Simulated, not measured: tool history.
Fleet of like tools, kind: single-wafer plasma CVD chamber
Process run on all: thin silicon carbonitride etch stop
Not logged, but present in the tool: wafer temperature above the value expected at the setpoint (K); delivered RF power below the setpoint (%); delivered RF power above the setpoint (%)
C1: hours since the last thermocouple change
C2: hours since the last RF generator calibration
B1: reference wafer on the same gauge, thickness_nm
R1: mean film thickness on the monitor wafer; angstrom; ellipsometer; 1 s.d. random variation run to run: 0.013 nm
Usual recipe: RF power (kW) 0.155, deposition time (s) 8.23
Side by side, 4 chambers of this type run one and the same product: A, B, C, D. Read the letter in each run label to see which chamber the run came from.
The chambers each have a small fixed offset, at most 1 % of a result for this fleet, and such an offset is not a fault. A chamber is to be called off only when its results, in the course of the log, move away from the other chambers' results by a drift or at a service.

Run 1C, day 0.492: usual settings; C1 1596.9; C2 1248.6; B1 4.8505. Result: R1 43.582 angstrom.
Run 2D, day 1.108: usual settings; C1 863; C2 260.2; B1 4.851. Result: R1 43.321 angstrom.
Run 3A, day 1.679: usual settings; C1 1701.2; C2 108.4; B1 4.8508. Result: R1 43.867 angstrom.
Run 4B, day 2.058: usual settings; C1 1203.4; C2 1624.7; B1 4.8481. Result: R1 43.616 angstrom.
At day 2.1: chamber C: RF generator calibrated.
Run 5B, day 2.483: usual settings; C1 1213.6; C2 1634.9; B1 4.8514. Result: R1 43.283 angstrom.
Run 6C, day 3.021: usual settings but RF power (kW) 0.14; C1 1657.6; C2 22.2; B1 4.8526. Result: R1 42.253 angstrom.
At day 3.142: chamber B: RF generator calibrated.
Run 7D, day 3.592: usual settings but RF power (kW) 0.14; C1 922.6; C2 319.8; B1 4.8496. Result: R1 42 angstrom.
Run 8A, day 4.183: usual settings but RF power (kW) 0.14; C1 1761.3; C2 168.5; B1 4.8489. Result: R1 42.292 angstrom.
Run 9A, day 4.55: usual settings but RF power (kW) 0.14; C1 1770.1; C2 177.3; B1 4.8481. Result: R1 42.5 angstrom.
Run 10B, day 4.904: usual settings; C1 1271.7; C2 42.4; B1 4.8467. Result: R1 43.412 angstrom.
Run 11D, day 5.471: usual settings; C1 967.7; C2 364.9; B1 4.8508. Result: R1 43.283 angstrom.
Run 12C, day 5.771: usual settings; C1 1723.6; C2 88.2; B1 4.8494. Result: R1 43.71 angstrom.
Run 13C, day 6.079: usual settings but RF power (kW) 0.165, deposition time (s) 8.79; C1 1731; C2 95.6; B1 4.8509. Result: R1 47.604 angstrom.
Run 14D, day 6.596: usual settings but RF power (kW) 0.165, deposition time (s) 8.79; C1 994.7; C2 391.9; B1 4.8484. Result: R1 47.082 angstrom.
Run 15A, day 7.212: usual settings but RF power (kW) 0.165, deposition time (s) 8.79; C1 1834; C2 241.2; B1 4.8475. Result: R1 47.485 angstrom.
Run 16B, day 7.671: usual settings but RF power (kW) 0.165, deposition time (s) 8.79; C1 1338.1; C2 108.8; B1 4.8456. Result: R1 47.297 angstrom.
Run 17D, day 8.208: usual settings but RF power (kW) 0.17, deposition time (s) 9.38; C1 1033.4; C2 430.6; B1 4.8529. Result: R1 51.039 angstrom.
Run 18B, day 8.65: usual settings but RF power (kW) 0.17, deposition time (s) 9.38; C1 1361.6; C2 132.3; B1 4.845. Result: R1 51.17 angstrom.
Run 19C, day 9.108: usual settings but RF power (kW) 0.17, deposition time (s) 9.38; C1 1803.7; C2 168.3; B1 4.8491. Result: R1 51.229 angstrom.
Run 20A, day 9.6: usual settings but RF power (kW) 0.17, deposition time (s) 9.38; C1 1891.3; C2 298.5; B1 4.8482. Result: R1 51.585 angstrom.
Run 21A, day 10.212: usual settings; C1 1906; C2 313.2; B1 4.8508. Result: R1 44.056 angstrom.
Run 22C, day 10.538: usual settings; C1 1838; C2 202.6; B1 4.854. Result: R1 43.599 angstrom.
Run 23B, day 10.875: usual settings but RF power (kW) 0.175, deposition time (s) 9.13; C1 1415; C2 185.7; B1 4.8529. Result: R1 50.23 angstrom.
Run 24D, day 11.317: usual settings but RF power (kW) 0.175, deposition time (s) 9.13; C1 1108; C2 505.2; B1 4.8475. Result: R1 49.907 angstrom.
Run 25D, day 11.858: usual settings but RF power (kW) 0.175, deposition time (s) 9.13; C1 1121; C2 518.2; B1 4.8502. Result: R1 49.774 angstrom.
Run 26A, day 12.458: usual settings but RF power (kW) 0.175, deposition time (s) 9.13; C1 1959.9; C2 367.1; B1 4.849. Result: R1 50.339 angstrom.
Run 27B, day 12.967: usual settings; C1 1465.2; C2 235.9; B1 4.8518. Result: R1 43.597 angstrom.
Run 28C, day 13.296: usual settings; C1 1904.2; C2 268.8; B1 4.8535. Result: R1 43.683 angstrom.
At day 13.575: chamber A: thermocouple changed; heater temperature recalibrated.
Run 29D, day 13.925: usual settings but RF power (kW) 0.18, deposition time (s) 9.25; C1 1170.6; C2 567.8; B1 4.8478. Result: R1 50.968 angstrom.
Run 30B, day 14.554: usual settings but RF power (kW) 0.18, deposition time (s) 9.25; C1 1503.3; C2 274; B1 4.8484. Result: R1 50.959 angstrom.
Run 31C, day 14.988: usual settings but RF power (kW) 0.18, deposition time (s) 9.25; C1 1944.8; C2 309.4; B1 4.8502. Result: R1 51.474 angstrom.
Run 32A, day 15.312: usual settings but RF power (kW) 0.18, deposition time (s) 9.25; C1 41.8; C2 435.6; B1 4.8544. Result: R1 51.376 angstrom.
Run 33A, day 15.604: usual settings; C1 48.8; C2 442.6; B1 4.8482. Result: R1 43.759 angstrom.
Run 34B, day 16.171: usual settings; C1 1542.1; C2 312.8; B1 4.8524. Result: R1 43.413 angstrom.
Run 35D, day 16.504: usual settings; C1 1232.5; C2 629.7; B1 4.8498. Result: R1 43.187 angstrom.
Run 36C, day 16.971: usual settings; C1 1992.4; C2 357; B1 4.8481. Result: R1 43.701 angstrom.
Run 37A, day 17.296: usual settings; C1 89.4; C2 483.2; B1 4.8506. Result: R1 43.964 angstrom.
Run 38D, day 17.742: usual settings; C1 1262.2; C2 659.4; B1 4.848. Result: R1 43.579 angstrom.
Run 39C, day 18.142: usual settings; C1 2020.5; C2 385.1; B1 4.8499. Result: R1 43.776 angstrom.
Run 40B, day 18.479: usual settings; C1 1597.5; C2 368.2; B1 4.8483. Result: R1 43.354 angstrom.
Run 41B, day 18.812: usual settings but RF power (kW) 0.14, deposition time (s) 6.63; C1 1605.5; C2 376.2; B1 4.85. Result: R1 33.672 angstrom.
Run 42A, day 19.117: usual settings but RF power (kW) 0.14, deposition time (s) 6.63; C1 133.1; C2 526.9; B1 4.8493. Result: R1 34.106 angstrom.

Next, all 4 chambers run the settings below, one line each with question marks for the results. What does each chamber give?
Run 43A, day 19.583: usual settings. Result: R1 ?.
Run 43B, day 19.583: usual settings. Result: R1 ?.
Run 43C, day 19.583: usual settings. Result: R1 ?.
Run 43D, day 19.583: usual settings. Result: R1 ?.

run      R1
43A  43.725
43B  43.309
43C  43.714
43D  43.502

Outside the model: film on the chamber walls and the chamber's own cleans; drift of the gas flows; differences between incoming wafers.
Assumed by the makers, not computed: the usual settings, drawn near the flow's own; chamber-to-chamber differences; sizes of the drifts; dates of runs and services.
